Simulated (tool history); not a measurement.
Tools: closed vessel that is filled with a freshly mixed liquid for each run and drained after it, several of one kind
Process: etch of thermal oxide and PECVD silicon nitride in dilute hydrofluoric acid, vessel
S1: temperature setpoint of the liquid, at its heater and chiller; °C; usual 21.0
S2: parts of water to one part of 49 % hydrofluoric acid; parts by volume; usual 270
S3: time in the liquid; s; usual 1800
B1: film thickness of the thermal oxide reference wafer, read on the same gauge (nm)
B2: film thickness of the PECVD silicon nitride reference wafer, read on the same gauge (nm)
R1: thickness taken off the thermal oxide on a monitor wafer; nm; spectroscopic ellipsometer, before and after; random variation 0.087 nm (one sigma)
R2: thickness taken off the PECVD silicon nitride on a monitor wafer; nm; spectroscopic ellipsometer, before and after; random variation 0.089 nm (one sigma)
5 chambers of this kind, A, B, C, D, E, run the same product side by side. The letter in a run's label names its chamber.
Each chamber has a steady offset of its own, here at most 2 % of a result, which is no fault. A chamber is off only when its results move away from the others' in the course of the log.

Run 1B, hour 4.0: usual settings; B1 120.00; B2 89.994. Result: R1 22.352 nm, R2 11.6150 nm.
Run 2A, hour 7.7: usual settings; B1 120.00; B2 90.009. Result: R1 22.253 nm, R2 11.2890 nm.
Run 3C, hour 12.1: usual settings; B1 119.97; B2 90.000. Result: R1 22.613 nm, R2 11.5960 nm.
Run 4D, hour 14.6: usual settings; B1 120.01; B2 89.977. Result: R1 22.585 nm, R2 11.4080 nm.
Run 5E, hour 19.3: usual settings; B1 119.99; B2 89.963. Result: R1 22.742 nm, R2 11.6160 nm.
Run 6C, hour 22.0: usual settings; B1 119.99; B2 89.973. Result: R1 22.741 nm, R2 11.6630 nm.
Run 7A, hour 26.3: usual settings; B1 120.00; B2 89.997. Result: R1 22.267 nm, R2 11.3790 nm.
Run 8D, hour 28.7: usual settings; B1 119.97; B2 89.993. Result: R1 22.593 nm, R2 11.3360 nm.
Run 9E, hour 32.8: usual settings; B1 120.04; B2 90.007. Result: R1 22.831 nm, R2 11.8990 nm.
Run 10B, hour 35.4: usual settings; B1 119.96; B2 89.989. Result: R1 22.429 nm, R2 11.6030 nm.
Run 11E, hour 39.5: usual settings; B1 119.98; B2 90.026. Result: R1 22.713 nm, R2 11.7910 nm.
Run 12B, hour 43.8: usual settings; B1 120.01; B2 90.011. Result: R1 22.331 nm, R2 11.5240 nm.
Run 13A, hour 46.2: usual settings; B1 119.99; B2 90.016. Result: R1 22.283 nm, R2 11.2940 nm.
Run 14D, hour 49.7: usual settings; B1 119.99; B2 90.010. Result: R1 22.656 nm, R2 11.3150 nm.
Run 15C, hour 54.2: usual settings; B1 120.00; B2 90.001. Result: R1 22.654 nm, R2 11.6580 nm.
Run 16D, hour 58.2: usual settings but S2 195 parts by volume, S3 2470 s; B1 119.99; B2 90.015. Result: R1 45.971 nm, R2 21.3780 nm.
Run 17C, hour 61.8: usual settings but S2 195 parts by volume, S3 2470 s; B1 120.01; B2 90.014. Result: R1 46.582 nm, R2 21.8900 nm.
Run 18E, hour 65.7: usual settings but S2 195 parts by volume, S3 2470 s; B1 120.00; B2 90.006. Result: R1 47.469 nm, R2 22.3050 nm.
Run 19A, hour 70.2: usual settings but S2 195 parts by volume, S3 2470 s; B1 120.02; B2 90.026. Result: R1 45.419 nm, R2 21.0140 nm.
Run 20B, hour 72.5: usual settings but S2 195 parts by volume, S3 2470 s; B1 119.98; B2 89.997. Result: R1 45.395 nm, R2 21.5130 nm.
Run 21B, hour 74.8: usual settings; B1 119.99; B2 90.010. Result: R1 22.430 nm, R2 11.5100 nm.
At hour 75.6: chamber A: thermometer replaced.
Run 22D, hour 78.2: usual settings; B1 119.99; B2 89.982. Result: R1 22.519 nm, R2 11.3290 nm.
Run 23E, hour 82.3: usual settings; B1 120.00; B2 89.995. Result: R1 23.206 nm, R2 11.9720 nm.
Run 24C, hour 86.5: usual settings; B1 119.98; B2 90.012. Result: R1 22.786 nm, R2 11.7300 nm.
Run 25A, hour 89.6: usual settings; B1 120.00; B2 90.003. Result: R1 22.366 nm, R2 11.3220 nm.
Run 26B, hour 94.0: usual settings; B1 120.02; B2 90.011. Result: R1 22.297 nm, R2 11.4330 nm.
Run 27C, hour 97.7: usual settings; B1 120.00; B2 90.000. Result: R1 22.692 nm, R2 11.6940 nm.
Run 28D, hour 102.3: usual settings; B1 119.99; B2 90.024. Result: R1 22.603 nm, R2 11.2950 nm.
Run 29E, hour 107.0: usual settings; B1 120.01; B2 89.973. Result: R1 23.423 nm, R2 12.4850 nm.
Run 30A, hour 111.5: usual settings but S1 18.5 °C, S2 395 parts by volume; B1 120.00; B2 89.985. Result: R1 12.620 nm, R2 6.7781 nm.
Run 31A, hour 113.6: usual settings but S1 18.5 °C, S2 395 parts by volume; B1 120.00; B2 90.002. Result: R1 12.581 nm, R2 6.7437 nm.
Run 32E, hour 115.9: usual settings but S1 18.5 °C, S2 395 parts by volume; B1 120.00; B2 90.027. Result: R1 13.169 nm, R2 7.2298 nm.
Run 33D, hour 119.6: usual settings but S1 18.5 °C, S2 395 parts by volume; B1 120.04; B2 89.977. Result: R1 12.693 nm, R2 6.8362 nm.
Run 34C, hour 123.2: usual settings but S1 18.5 °C, S2 395 parts by volume; B1 120.01; B2 90.019. Result: R1 12.528 nm, R2 6.8643 nm.
Run 35B, hour 126.0: usual settings; B1 119.99; B2 90.031. Result: R1 22.453 nm, R2 11.4850 nm.
Run 36C, hour 130.3: usual settings but S3 1385 s; B1 120.00; B2 89.977. Result: R1 17.455 nm, R2 8.8763 nm.

Next, every chamber runs the same settings. What will each give?
Run 37A, hour 133.7: usual settings. Result: R1 ?, R2 ?.
Run 37B, hour 133.7: usual settings. Result: R1 ?, R2 ?.
Run 37C, hour 133.7: usual settings. Result: R1 ?, R2 ?.
Run 37D, hour 133.7: usual settings. Result: R1 ?, R2 ?.
Run 37E, hour 133.7: usual settings. Result: R1 ?, R2 ?.

run      R1       R2
37A  22.241  11.2390
37B  22.492  11.5550
37C  22.645  11.6030
37D  22.511  11.4610
37E  23.795  12.5200
